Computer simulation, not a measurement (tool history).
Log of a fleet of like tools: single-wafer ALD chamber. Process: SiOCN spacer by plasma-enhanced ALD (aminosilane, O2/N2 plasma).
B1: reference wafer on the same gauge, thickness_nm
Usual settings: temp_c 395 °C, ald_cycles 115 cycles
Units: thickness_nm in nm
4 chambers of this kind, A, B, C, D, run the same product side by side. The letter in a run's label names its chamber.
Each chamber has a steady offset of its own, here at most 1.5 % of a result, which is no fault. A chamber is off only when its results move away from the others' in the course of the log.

At hour 6.6: chamber D: thermocouple changed; heater temperature recalibrated.
Run 1A, hour 15.3: usual settings; B1 7.8038. Result: thickness_nm 6.8534 nm.
Run 2C, hour 23.2: usual settings; B1 7.8035. Result: thickness_nm 7.0035 nm.
Run 3B, hour 34.9: usual settings; B1 7.8024. Result: thickness_nm 6.9288 nm.
Run 4D, hour 44.9: usual settings; B1 7.8045. Result: thickness_nm 6.9249 nm.
Run 5D, hour 54.2: usual settings; B1 7.8016. Result: thickness_nm 6.9216 nm.
Run 6A, hour 69.2: usual settings; B1 7.8073. Result: thickness_nm 6.8596 nm.
Run 7B, hour 76.9: usual settings but temp_c 407 °C; B1 7.8093. Result: thickness_nm 6.7450 nm.
Run 8C, hour 89.6: usual settings but temp_c 407 °C; B1 7.8125. Result: thickness_nm 6.8559 nm.
Run 9B, hour 101.4: usual settings but temp_c 407 °C; B1 7.8123. Result: thickness_nm 6.7464 nm.
Run 10D, hour 111.9: usual settings but temp_c 407 °C; B1 7.8139. Result: thickness_nm 6.7837 nm.
Run 11C, hour 126.2: usual settings; B1 7.8143. Result: thickness_nm 7.0081 nm.
Run 12A, hour 134.4: usual settings; B1 7.8125. Result: thickness_nm 6.8875 nm.
Run 13B, hour 145.9: usual settings; B1 7.8175. Result: thickness_nm 6.9602 nm.
Run 14C, hour 157.9: usual settings; B1 7.8184. Result: thickness_nm 7.0083 nm.
Run 15A, hour 173.2: usual settings; B1 7.8192. Result: thickness_nm 6.8702 nm.
Run 16D, hour 187.7: usual settings; B1 7.8200. Result: thickness_nm 6.9193 nm.
Run 17C, hour 198.9: usual settings; B1 7.8197. Result: thickness_nm 7.0007 nm.
Run 18B, hour 213.0: usual settings; B1 7.8254. Result: thickness_nm 6.9468 nm.
Run 19A, hour 219.7: usual settings; B1 7.8260. Result: thickness_nm 6.8979 nm.
Run 20D, hour 233.1: usual settings; B1 7.8276. Result: thickness_nm 6.9334 nm.
Run 21A, hour 243.2: usual settings; B1 7.8296. Result: thickness_nm 6.8794 nm.
Run 22D, hour 255.0: usual settings; B1 7.8320. Result: thickness_nm 6.9418 nm.
Run 23C, hour 266.8: usual settings; B1 7.8316. Result: thickness_nm 7.0104 nm.
Run 24B, hour 281.6: usual settings; B1 7.8327. Result: thickness_nm 6.9438 nm.
Run 25D, hour 288.7: usual settings; B1 7.8324. Result: thickness_nm 6.9556 nm.
Run 26C, hour 302.3: usual settings; B1 7.8363. Result: thickness_nm 7.0173 nm.
Run 27B, hour 312.2: usual settings; B1 7.8371. Result: thickness_nm 6.9711 nm.
Run 28A, hour 321.3: usual settings; B1 7.8370. Result: thickness_nm 6.8979 nm.
Run 29B, hour 333.3: usual settings; B1 7.8399. Result: thickness_nm 6.9594 nm.
Run 30A, hour 341.5: usual settings; B1 7.8388. Result: thickness_nm 6.9089 nm.
Run 31C, hour 350.8: usual settings but temp_c 404 °C, ald_cycles 105 cycles; B1 7.8419. Result: thickness_nm 6.3388 nm.
Run 32D, hour 362.2: usual settings but temp_c 404 °C, ald_cycles 105 cycles; B1 7.8431. Result: thickness_nm 6.2693 nm.
Run 33A, hour 376.3: usual settings but temp_c 404 °C, ald_cycles 105 cycles; B1 7.8441. Result: thickness_nm 6.2104 nm.
Run 34D, hour 385.5: usual settings but temp_c 404 °C, ald_cycles 105 cycles; B1 7.8442. Result: thickness_nm 6.2865 nm.

What goes on in this fleet: one chamber off, a drifting gauge, or nothing beyond the chambers' own small offsets? Name the chamber and the cause, if any.

The gauge drifts, so all chambers seem to drift together. No chamber is off.
Cause: gauge reads high (%) = 0.592.
